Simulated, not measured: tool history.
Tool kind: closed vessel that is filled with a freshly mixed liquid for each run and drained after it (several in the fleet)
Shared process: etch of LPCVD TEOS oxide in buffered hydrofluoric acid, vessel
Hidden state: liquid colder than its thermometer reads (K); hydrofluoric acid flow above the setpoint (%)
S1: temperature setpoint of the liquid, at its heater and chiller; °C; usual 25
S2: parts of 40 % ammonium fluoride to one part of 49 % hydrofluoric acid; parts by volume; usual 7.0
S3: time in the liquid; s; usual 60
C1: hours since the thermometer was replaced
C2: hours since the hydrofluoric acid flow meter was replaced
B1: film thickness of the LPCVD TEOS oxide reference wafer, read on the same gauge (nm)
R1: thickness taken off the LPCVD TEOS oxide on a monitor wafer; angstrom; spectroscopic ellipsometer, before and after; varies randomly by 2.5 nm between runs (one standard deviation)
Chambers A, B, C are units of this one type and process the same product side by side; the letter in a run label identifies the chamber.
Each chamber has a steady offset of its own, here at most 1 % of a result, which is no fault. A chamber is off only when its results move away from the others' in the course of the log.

run,day,S1,S2,S3,C1,C2,B1,R1
1C,0.283,25,7.0,60,1941.3,1011.5,110.02,2795.6
# day 0.396: chamber A: hydrofluoric acid flow meter replaced
2B,0.542,25,7.0,60,875.9,1249.7,110.03,2828.6
3A,1.004,25,7.0,60,483.6,14.7,109.99,2759.7
4C,1.329,25,7.0,60,1966.4,1036.6,109.98,2737.8
5A,1.558,25,7.0,60,496.9,28.0,110.00,2738.2
6B,2.004,25,7.0,60,911.0,1284.8,109.99,2787.2
7A,2.229,25,7.0,60,513.0,44.1,109.99,2750.7
8B,2.512,25,7.0,60,923.2,1297.0,110.00,2771.8
9C,2.842,25,7.0,60,2002.7,1072.9,110.01,2780.9
10B,3.250,25,7.0,60,940.9,1314.7,110.00,2788.9
11A,3.567,25,7.0,60,545.1,76.2,109.99,2785.6
# day 3.829: chamber C: thermometer replaced
12C,3.846,25,7.0,60,0.4,1097.0,110.01,2762.4
13B,4.204,25,7.0,60,963.8,1337.6,110.00,2741.1
14C,4.575,25,7.0,60,17.9,1114.5,109.99,2760.8
15A,4.858,25,7.0,60,576.1,107.2,109.99,2752.4
16A,5.075,25,7.0,60,581.3,112.4,110.03,2728.5
17B,5.442,25,7.0,60,993.5,1367.3,110.01,2806.5
18C,5.662,25,9.5,30,44.0,1140.6,109.99,1016.4
19A,6.071,25,9.5,30,605.2,136.3,109.98,1009.2
20B,6.446,25,9.5,30,1017.6,1391.4,109.99,1030.3
21C,6.833,25,9.0,85,72.1,1168.7,110.01,2957.4
22C,7.108,25,9.0,85,78.7,1175.3,109.97,2967.7
23A,7.525,25,9.0,85,640.1,171.2,110.00,2986.4
24B,7.758,25,7.0,60,1049.1,1422.9,110.03,2761.3
25A,8.033,25,7.0,60,652.3,183.4,110.02,2743.0
26C,8.317,25,7.0,60,107.7,1204.3,110.00,2776.6
27B,8.733,25,7.0,60,1072.5,1446.3,109.99,2704.6
28C,9.125,25,7.0,60,127.1,1223.7,110.00,2753.9
29A,9.546,25,7.0,60,688.6,219.7,110.00,2770.6
30B,9.829,25,7.0,60,1098.8,1472.6,110.01,2728.1
31A,10.221,25,8.0,60,704.8,235.9,110.02,2396.3
32B,10.588,25,8.0,60,1117.0,1490.8,110.02,2309.4
33C,10.904,25,8.0,60,169.8,1266.4,110.01,2367.8
34C,11.192,25,7.0,60,176.7,1273.3,109.99,2747.9
35B,11.658,25,7.0,60,1142.7,1516.5,109.99,2651.0
36A,12.133,25,7.0,40,750.7,281.8,109.98,1807.3
37B,12.375,25,7.0,40,1159.9,1533.7,110.01,1779.2
38C,12.771,25,7.0,40,214.6,1311.2,110.00,1821.8

All chambers now run identical settings, listed one chamber a line with results as question marks. What results will each chamber show?
39A,13.117,25,7.0,40,,,,?
39B,13.117,25,7.0,40,,,,?
39C,13.117,25,7.0,40,,,,?

run,R1
39A,1848.6
39B,1740.5
39C,1843.6

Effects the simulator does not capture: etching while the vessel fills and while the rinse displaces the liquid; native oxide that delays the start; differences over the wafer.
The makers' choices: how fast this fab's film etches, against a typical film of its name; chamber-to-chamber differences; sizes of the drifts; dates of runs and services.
